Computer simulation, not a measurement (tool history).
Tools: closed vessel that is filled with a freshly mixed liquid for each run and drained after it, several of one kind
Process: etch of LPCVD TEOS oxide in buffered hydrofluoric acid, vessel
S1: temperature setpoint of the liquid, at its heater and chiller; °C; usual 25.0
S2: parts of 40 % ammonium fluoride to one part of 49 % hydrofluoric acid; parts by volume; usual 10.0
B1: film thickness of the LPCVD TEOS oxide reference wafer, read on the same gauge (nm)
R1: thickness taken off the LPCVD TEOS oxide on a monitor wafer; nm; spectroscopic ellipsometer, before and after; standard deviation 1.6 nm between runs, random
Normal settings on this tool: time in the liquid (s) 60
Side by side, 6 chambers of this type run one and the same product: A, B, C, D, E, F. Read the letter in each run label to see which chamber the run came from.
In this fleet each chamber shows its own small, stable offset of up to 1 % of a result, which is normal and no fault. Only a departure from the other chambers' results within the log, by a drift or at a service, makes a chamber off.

{"run": "1A", "day": 0.375, "S1": 25.0, "S2": 10.0, "time in the liquid (s)": 60, "B1": 90.043, "R1": 180.2}
{"run": "2F", "day": 0.625, "S1": 25.0, "S2": 10.0, "time in the liquid (s)": 60, "B1": 89.978, "R1": 184.04}
{"run": "3C", "day": 0.912, "S1": 25.0, "S2": 10.0, "time in the liquid (s)": 60, "B1": 89.977, "R1": 181.75}
{"run": "4E", "day": 1.175, "S1": 25.0, "S2": 10.0, "time in the liquid (s)": 60, "B1": 89.981, "R1": 178.66}
{"run": "5B", "day": 1.55, "S1": 25.0, "S2": 10.0, "time in the liquid (s)": 60, "B1": 89.985, "R1": 180.62}
{"run": "6D", "day": 1.821, "S1": 25.0, "S2": 10.0, "time in the liquid (s)": 60, "B1": 90.022, "R1": 180.6}
{"run": "7D", "day": 2.158, "S1": 25.0, "S2": 10.0, "time in the liquid (s)": 60, "B1": 89.964, "R1": 179.27}
{"run": "8A", "day": 2.542, "S1": 25.0, "S2": 13.5, "time in the liquid (s)": 35, "B1": 89.975, "R1": 78.759}
{"run": "9E", "day": 2.938, "S1": 25.0, "S2": 13.5, "time in the liquid (s)": 35, "B1": 90.046, "R1": 79.545}
{"run": "10F", "day": 3.312, "S1": 25.0, "S2": 13.5, "time in the liquid (s)": 35, "B1": 90.0, "R1": 78.418}
{"run": "11B", "day": 3.533, "S1": 25.0, "S2": 13.5, "time in the liquid (s)": 35, "B1": 89.991, "R1": 79.07}
{"run": "12C", "day": 3.892, "S1": 25.0, "S2": 13.5, "time in the liquid (s)": 35, "B1": 89.999, "R1": 79.362}
{"run": "13B", "day": 4.117, "S1": 25.0, "S2": 13.5, "time in the liquid (s)": 35, "B1": 90.047, "R1": 79.198}
{"run": "14A", "day": 4.508, "S1": 25.0, "S2": 10.0, "time in the liquid (s)": 60, "B1": 89.977, "R1": 178.99}
{"run": "15C", "day": 4.692, "S1": 25.0, "S2": 10.0, "time in the liquid (s)": 60, "B1": 90.024, "R1": 182.98}
{"run": "16E", "day": 4.9, "S1": 20.5, "S2": 12.0, "time in the liquid (s)": 60, "B1": 89.973, "R1": 116.53}
{"run": "17F", "day": 5.096, "S1": 20.5, "S2": 12.0, "time in the liquid (s)": 60, "B1": 90.069, "R1": 118.29}
{"run": "18D", "day": 5.367, "S1": 20.5, "S2": 12.0, "time in the liquid (s)": 60, "B1": 90.024, "R1": 118.83}
{"day": 5.6, "done": "chamber D: hydrofluoric acid flow meter replaced"}
{"run": "19F", "day": 5.638, "S1": 20.5, "S2": 12.0, "time in the liquid (s)": 60, "B1": 90.013, "R1": 117.53}
{"run": "20B", "day": 5.808, "S1": 20.5, "S2": 12.0, "time in the liquid (s)": 60, "B1": 90.011, "R1": 120.22}
{"run": "21E", "day": 6.196, "S1": 20.5, "S2": 12.0, "time in the liquid (s)": 60, "B1": 89.985, "R1": 119.15}
{"run": "22C", "day": 6.575, "S1": 25.0, "S2": 10.0, "time in the liquid (s)": 60, "B1": 90.016, "R1": 181.94}
{"run": "23D", "day": 6.788, "S1": 25.0, "S2": 10.0, "time in the liquid (s)": 60, "B1": 90.033, "R1": 179.96}
{"run": "24A", "day": 7.138, "S1": 25.0, "S2": 6.5, "time in the liquid (s)": 60, "B1": 89.984, "R1": 269.67}
{"run": "25A", "day": 7.533, "S1": 25.0, "S2": 6.5, "time in the liquid (s)": 60, "B1": 89.956, "R1": 265.46}
{"run": "26F", "day": 7.775, "S1": 25.0, "S2": 6.5, "time in the liquid (s)": 60, "B1": 90.037, "R1": 264.37}
{"run": "27B", "day": 7.967, "S1": 25.0, "S2": 6.5, "time in the liquid (s)": 60, "B1": 89.979, "R1": 275.16}
{"run": "28D", "day": 8.271, "S1": 25.0, "S2": 6.5, "time in the liquid (s)": 60, "B1": 89.972, "R1": 269.94}
{"run": "29E", "day": 8.646, "S1": 25.0, "S2": 6.5, "time in the liquid (s)": 60, "B1": 89.991, "R1": 269.62}
{"run": "30C", "day": 9.033, "S1": 25.0, "S2": 10.0, "time in the liquid (s)": 60, "B1": 89.994, "R1": 183.8}
{"day": 9.154, "done": "chamber A: hydrofluoric acid flow meter replaced"}
{"run": "31A", "day": 9.35, "S1": 25.0, "S2": 10.0, "time in the liquid (s)": 60, "B1": 90.044, "R1": 183.95}
{"run": "32F", "day": 9.575, "S1": 25.0, "S2": 6.0, "time in the liquid (s)": 60, "B1": 89.976, "R1": 274.63}
{"run": "33C", "day": 9.767, "S1": 25.0, "S2": 6.0, "time in the liquid (s)": 60, "B1": 90.017, "R1": 285.67}
{"run": "34E", "day": 10.008, "S1": 25.0, "S2": 6.0, "time in the liquid (s)": 60, "B1": 89.988, "R1": 286.97}
{"run": "35D", "day": 10.271, "S1": 25.0, "S2": 6.0, "time in the liquid (s)": 60, "B1": 89.963, "R1": 291.95}
{"run": "36B", "day": 10.65, "S1": 25.0, "S2": 6.0, "time in the liquid (s)": 60, "B1": 90.006, "R1": 292.82}
{"run": "37E", "day": 11.004, "S1": 25.0, "S2": 6.0, "time in the liquid (s)": 60, "B1": 90.046, "R1": 286.65}
{"run": "38D", "day": 11.317, "S1": 25.0, "S2": 10.0, "time in the liquid (s)": 40, "B1": 90.017, "R1": 121.05}
{"run": "39C", "day": 11.575, "S1": 25.0, "S2": 10.0, "time in the liquid (s)": 40, "B1": 89.95, "R1": 121.06}
{"run": "40B", "day": 11.762, "S1": 25.0, "S2": 10.0, "time in the liquid (s)": 40, "B1": 89.992, "R1": 121.75}

Next, every chamber runs the same settings. What will each give?
{"run": "41A", "day": 12.054, "S1": 25.0, "S2": 10.0, "time in the liquid (s)": 60, "R1": "?"}
{"run": "41B", "day": 12.054, "S1": 25.0, "S2": 10.0, "time in the liquid (s)": 60, "R1": "?"}
{"run": "41C", "day": 12.054, "S1": 25.0, "S2": 10.0, "time in the liquid (s)": 60, "R1": "?"}
{"run": "41D", "day": 12.054, "S1": 25.0, "S2": 10.0, "time in the liquid (s)": 60, "R1": "?"}
{"run": "41E", "day": 12.054, "S1": 25.0, "S2": 10.0, "time in the liquid (s)": 60, "R1": "?"}
{"run": "41F", "day": 12.054, "S1": 25.0, "S2": 10.0, "time in the liquid (s)": 60, "R1": "?"}

run=41A R1=182.680
run=41B R1=181.030
run=41C R1=183.710
run=41D R1=179.400
run=41E R1=177.960
run=41F R1=165.800

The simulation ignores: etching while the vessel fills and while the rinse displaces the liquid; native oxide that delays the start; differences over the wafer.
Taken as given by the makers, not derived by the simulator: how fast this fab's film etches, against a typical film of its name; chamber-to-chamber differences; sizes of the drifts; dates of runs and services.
